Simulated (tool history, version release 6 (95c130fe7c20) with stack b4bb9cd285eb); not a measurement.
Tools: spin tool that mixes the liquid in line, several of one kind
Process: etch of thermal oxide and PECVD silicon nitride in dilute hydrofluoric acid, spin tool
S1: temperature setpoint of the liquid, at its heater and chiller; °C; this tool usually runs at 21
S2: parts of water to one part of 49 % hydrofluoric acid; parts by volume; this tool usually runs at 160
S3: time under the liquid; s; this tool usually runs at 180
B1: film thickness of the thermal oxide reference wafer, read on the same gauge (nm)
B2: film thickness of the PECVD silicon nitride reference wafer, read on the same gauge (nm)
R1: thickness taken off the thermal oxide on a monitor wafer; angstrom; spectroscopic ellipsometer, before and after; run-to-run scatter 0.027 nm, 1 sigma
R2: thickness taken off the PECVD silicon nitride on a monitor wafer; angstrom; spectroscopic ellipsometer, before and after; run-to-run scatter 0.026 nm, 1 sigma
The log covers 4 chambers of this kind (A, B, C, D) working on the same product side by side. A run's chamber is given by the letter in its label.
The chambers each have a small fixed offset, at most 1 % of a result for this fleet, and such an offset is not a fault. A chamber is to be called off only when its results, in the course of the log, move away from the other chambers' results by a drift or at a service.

run,hour,S1,S2,S3,B1,B2,R1,R2
1C,3.9,21,160,180,140.03,79.994,45.513,21.586
2B,12.5,21,160,180,140.02,79.99,44.653,21.514
3A,18.8,21,160,180,140.02,79.989,44.697,21.854
4D,23.9,21,160,180,139.99,79.948,45.477,21.836
5D,28.3,21,160,180,140.02,80.049,45.096,22.055
6C,32.9,21,160,180,140,80,46.159,21.839
7A,37.8,21,160,180,140.01,80.051,45.416,21.967
8B,46.1,21,160,180,140.02,80.007,44.958,22.099
9A,51.9,21,160,180,140.05,79.998,45.097,22.464
10C,58.2,21,160,180,139.98,80.026,45.598,21.729
11B,66.2,21,160,180,140,79.995,44.914,22.216
12D,70.3,21,160,180,139.99,80.011,45.226,22.114
13A,76.4,21,160,180,140.03,79.981,44.329,21.807
14C,85,21,160,180,140,80.007,45.594,21.515
15D,90.8,21,160,180,140.04,80.01,45.398,21.854
16B,95.7,21,160,180,139.99,79.999,45.026,22.012
17B,101.8,21,160,180,139.98,79.988,45.157,21.94
18D,108.1,21,160,180,140.02,80.055,45.492,22.12
19A,113.2,21,160,180,140.01,79.967,44.931,22.211
20C,118.9,21,160,180,139.98,79.999,44.957,21.445
21B,125.8,21,160,180,140.01,79.968,44.586,22.003
22D,132.1,21,160,180,139.98,79.992,45.293,22.044
23C,139.9,21,160,180,139.99,79.975,44.763,21.407
24A,147.1,21,160,180,139.98,80.047,45.197,21.845
25B,152.7,21,160,180,139.97,79.957,44.858,22.288
26C,157.6,21,160,180,140,80.004,44.677,21.376
27A,165.4,21,160,250,140.01,79.977,63.359,30.719
28D,169.2,21,160,250,140,79.986,62.904,30.349
29C,174.9,21,160,250,139.97,79.982,61.731,29.784
30D,181.6,21,160,250,140,80.022,63.086,31.357
31B,187.9,21,160,180,139.97,79.989,45.267,21.792
32A,196.6,21,195,115,139.97,80.034,22.549,11.808
# hour 200.3: chamber A: hydrofluoric acid flow meter replaced
33A,202.4,21,195,115,140.02,79.98,22.888,11.287
34D,208.1,21,195,115,139.99,80.009,22.659,11.568
35B,213.8,21,195,115,140.02,80.031,22.876,11.481
36C,219.8,17,160,120,140,80.01,25.063,10.296
37A,224.5,17,160,120,140,79.979,25.283,11.229
38D,229.6,17,160,120,139.99,80.017,25.729,10.992
39B,235.7,17,160,120,139.99,79.992,25.291,11.259
40C,240.9,21,160,180,140.01,79.972,44.188,20.538
41D,248.7,21,160,180,139.99,80.031,45.686,21.718
42B,256.9,21,160,180,140.02,80.023,44.542,21.812
43A,262.4,21,160,180,140,79.979,44.777,22.207
44C,266.8,21,160,180,139.98,79.987,43.637,20.326

Next, every chamber runs the same settings. What will each give?
45A,273.2,25.5,160,180,,,?,?
45B,273.2,25.5,160,180,,,?,?
45C,273.2,25.5,160,180,,,?,?
45D,273.2,25.5,160,180,,,?,?

run,R1,R2
45A,53.442,29.277
45B,53.412,28.858
45C,51.719,27.264
45D,53.703,29.75
